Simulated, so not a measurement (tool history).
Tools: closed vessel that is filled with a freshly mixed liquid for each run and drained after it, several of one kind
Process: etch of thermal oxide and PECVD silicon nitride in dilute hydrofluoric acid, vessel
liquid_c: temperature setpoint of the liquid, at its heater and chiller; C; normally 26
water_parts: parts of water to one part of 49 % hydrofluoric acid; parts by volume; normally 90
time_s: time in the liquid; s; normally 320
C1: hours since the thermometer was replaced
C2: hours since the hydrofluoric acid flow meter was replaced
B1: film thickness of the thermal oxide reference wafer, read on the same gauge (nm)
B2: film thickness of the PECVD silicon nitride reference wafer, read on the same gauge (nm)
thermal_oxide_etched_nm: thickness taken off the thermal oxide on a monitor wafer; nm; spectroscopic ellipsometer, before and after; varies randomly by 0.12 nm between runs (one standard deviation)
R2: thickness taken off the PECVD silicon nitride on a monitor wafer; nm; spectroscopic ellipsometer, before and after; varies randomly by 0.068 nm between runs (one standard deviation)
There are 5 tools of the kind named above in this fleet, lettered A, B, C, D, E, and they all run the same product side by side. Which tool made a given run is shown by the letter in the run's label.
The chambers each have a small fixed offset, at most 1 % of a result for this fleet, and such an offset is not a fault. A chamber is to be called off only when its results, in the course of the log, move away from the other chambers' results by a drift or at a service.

run 1A day=0.433 | liquid_c=26 water_parts=90 time_s=320 | C1=2444.6 C2=1137.1 | B1=79.991 B2=129.98 | thermal_oxide_etched_nm=19.293 R2=9.3454
run 2B day=1.017 | liquid_c=26 water_parts=90 time_s=320 | C1=256.1 C2=2214 | B1=80.024 B2=130 | thermal_oxide_etched_nm=18.97 R2=9.3848
-- day=1.521 chamber B: hydrofluoric acid flow meter replaced
run 3E day=1.638 | liquid_c=26 water_parts=90 time_s=320 | C1=906.1 C2=466.2 | B1=80.024 B2=130.02 | thermal_oxide_etched_nm=18.783 R2=9.2372
run 4C day=2.238 | liquid_c=26 water_parts=90 time_s=320 | C1=1351.6 C2=54.9 | B1=80.016 B2=129.98 | thermal_oxide_etched_nm=19.413 R2=9.3188
run 5D day=2.546 | liquid_c=26 water_parts=90 time_s=320 | C1=1212.1 C2=1030.5 | B1=80.011 B2=129.97 | thermal_oxide_etched_nm=19.149 R2=9.2367
-- day=2.721 chamber A: thermometer replaced
run 6D day=2.962 | liquid_c=26 water_parts=90 time_s=320 | C1=1222.1 C2=1040.5 | B1=80.002 B2=129.98 | thermal_oxide_etched_nm=19.279 R2=9.231
run 7B day=3.467 | liquid_c=26 water_parts=90 time_s=320 | C1=314.9 C2=46.8 | B1=79.983 B2=130 | thermal_oxide_etched_nm=18.755 R2=9.4514
run 8A day=3.962 | liquid_c=26 water_parts=90 time_s=320 | C1=29.8 C2=1221.8 | B1=79.986 B2=130.01 | thermal_oxide_etched_nm=18.97 R2=9.3716
run 9C day=4.433 | liquid_c=26 water_parts=105 time_s=385 | C1=1404.3 C2=107.6 | B1=80.031 B2=129.98 | thermal_oxide_etched_nm=19.302 R2=9.6052
run 10E day=4.792 | liquid_c=26 water_parts=105 time_s=385 | C1=981.8 C2=541.9 | B1=80.031 B2=130 | thermal_oxide_etched_nm=18.908 R2=9.6001
run 11E day=5.321 | liquid_c=26 water_parts=105 time_s=385 | C1=994.5 C2=554.6 | B1=80.004 B2=129.97 | thermal_oxide_etched_nm=19.117 R2=9.5584
run 12D day=5.812 | liquid_c=26 water_parts=105 time_s=385 | C1=1290.5 C2=1108.9 | B1=80.005 B2=130.07 | thermal_oxide_etched_nm=19.316 R2=9.5627
run 13A day=6.342 | liquid_c=26 water_parts=105 time_s=385 | C1=86.9 C2=1278.9 | B1=80.006 B2=130.01 | thermal_oxide_etched_nm=19.436 R2=9.6887
run 14B day=6.654 | liquid_c=26 water_parts=90 time_s=320 | C1=391.4 C2=123.3 | B1=79.988 B2=130.05 | thermal_oxide_etched_nm=18.948 R2=9.3828
run 15C day=7.004 | liquid_c=26 water_parts=90 time_s=320 | C1=1466 C2=169.3 | B1=79.983 B2=130.03 | thermal_oxide_etched_nm=19.025 R2=9.5235
run 16B day=7.321 | liquid_c=26 water_parts=90 time_s=320 | C1=407.4 C2=139.3 | B1=79.971 B2=130 | thermal_oxide_etched_nm=19.064 R2=9.5205
run 17D day=7.733 | liquid_c=26 water_parts=90 time_s=320 | C1=1336.6 C2=1155 | B1=80.026 B2=130.01 | thermal_oxide_etched_nm=19.223 R2=9.3233
run 18A day=8.042 | liquid_c=26 water_parts=90 time_s=320 | C1=127.7 C2=1319.7 | B1=80.013 B2=130.01 | thermal_oxide_etched_nm=19.082 R2=9.366
-- day=8.179 chamber D: hydrofluoric acid flow meter replaced
run 19E day=8.454 | liquid_c=26 water_parts=65 time_s=240 | C1=1069.7 C2=629.8 | B1=80.007 B2=130 | thermal_oxide_etched_nm=20.119 R2=9.5837
run 20C day=8.817 | liquid_c=26 water_parts=65 time_s=240 | C1=1509.5 C2=212.8 | B1=80.027 B2=129.97 | thermal_oxide_etched_nm=20.386 R2=9.6302
run 21E day=9.333 | liquid_c=26 water_parts=65 time_s=240 | C1=1090.8 C2=650.9 | B1=80.015 B2=130.02 | thermal_oxide_etched_nm=20.148 R2=9.5986
run 22D day=9.938 | liquid_c=26 water_parts=65 time_s=240 | C1=1389.5 C2=42.2 | B1=80.015 B2=130.02 | thermal_oxide_etched_nm=20.57 R2=9.5907
run 23B day=10.525 | liquid_c=26 water_parts=65 time_s=240 | C1=484.3 C2=216.2 | B1=79.993 B2=130 | thermal_oxide_etched_nm=20.483 R2=9.8166
run 24A day=10.85 | liquid_c=26 water_parts=120 time_s=425 | C1=195.1 C2=1387.1 | B1=80.029 B2=130 | thermal_oxide_etched_nm=18.363 R2=9.369
run 25C day=11.446 | liquid_c=26 water_parts=120 time_s=425 | C1=1572.6 C2=275.9 | B1=80.015 B2=130.01 | thermal_oxide_etched_nm=18.343 R2=9.3464
run 26A day=11.758 | liquid_c=26 water_parts=120 time_s=425 | C1=216.9 C2=1408.9 | B1=79.962 B2=129.99 | thermal_oxide_etched_nm=18.478 R2=9.3798
run 27C day=12.117 | liquid_c=26 water_parts=120 time_s=425 | C1=1588.7 C2=292 | B1=80.012 B2=129.99 | thermal_oxide_etched_nm=18.356 R2=9.2971
run 28D day=12.646 | liquid_c=26 water_parts=120 time_s=425 | C1=1454.5 C2=107.2 | B1=79.983 B2=130.01 | thermal_oxide_etched_nm=18.313 R2=9.3004
run 29E day=12.958 | liquid_c=26 water_parts=90 time_s=320 | C1=1177.8 C2=737.9 | B1=80.001 B2=130.01 | thermal_oxide_etched_nm=18.776 R2=9.2685
run 30B day=13.458 | liquid_c=26 water_parts=90 time_s=320 | C1=554.7 C2=286.6 | B1=80.007 B2=129.95 | thermal_oxide_etched_nm=19.123 R2=9.33
run 31A day=13.738 | liquid_c=26 water_parts=90 time_s=320 | C1=264.4 C2=1456.4 | B1=80.029 B2=129.99 | thermal_oxide_etched_nm=18.888 R2=9.2806
run 32D day=14.233 | liquid_c=30 water_parts=120 time_s=320 | C1=1492.6 C2=145.3 | B1=79.981 B2=130 | thermal_oxide_etched_nm=16.031 R2=8.9834
run 33E day=14.717 | liquid_c=30 water_parts=120 time_s=320 | C1=1220 C2=780.1 | B1=79.969 B2=130.03 | thermal_oxide_etched_nm=15.594 R2=8.9694
run 34C day=15.054 | liquid_c=30 water_parts=120 time_s=320 | C1=1659.2 C2=362.5 | B1=79.97 B2=129.99 | thermal_oxide_etched_nm=16.215 R2=8.9902
run 35B day=15.454 | liquid_c=30 water_parts=120 time_s=320 | C1=602.6 C2=334.5 | B1=79.986 B2=130.01 | thermal_oxide_etched_nm=15.862 R2=9.1604
run 36E day=15.938 | liquid_c=30 water_parts=120 time_s=320 | C1=1249.3 C2=809.4 | B1=80.001 B2=130.03 | thermal_oxide_etched_nm=15.972 R2=8.9405
run 37D day=16.379 | liquid_c=26 water_parts=90 time_s=320 | C1=1544.1 C2=196.8 | B1=79.999 B2=130.01 | thermal_oxide_etched_nm=18.944 R2=9.3014
run 38A day=16.962 | liquid_c=26 water_parts=90 time_s=320 | C1=341.8 C2=1533.8 | B1=80.023 B2=130 | thermal_oxide_etched_nm=19.213 R2=9.4015
run 39B day=17.229 | liquid_c=26 water_parts=90 time_s=320 | C1=645.2 C2=377.1 | B1=79.971 B2=130.02 | thermal_oxide_etched_nm=19.094 R2=9.3598
run 40C day=17.733 | liquid_c=26 water_parts=90 time_s=320 | C1=1723.5 C2=426.8 | B1=79.971 B2=129.99 | thermal_oxide_etched_nm=19.182 R2=9.3114

Is one chamber out of step, is the gauge drifting, or do the chambers differ by no more than their own small offsets? For an off chamber, give its letter and the likeliest cause.

Beyond each chamber's small constant offset nothing stands out, and the gauge stays steady.
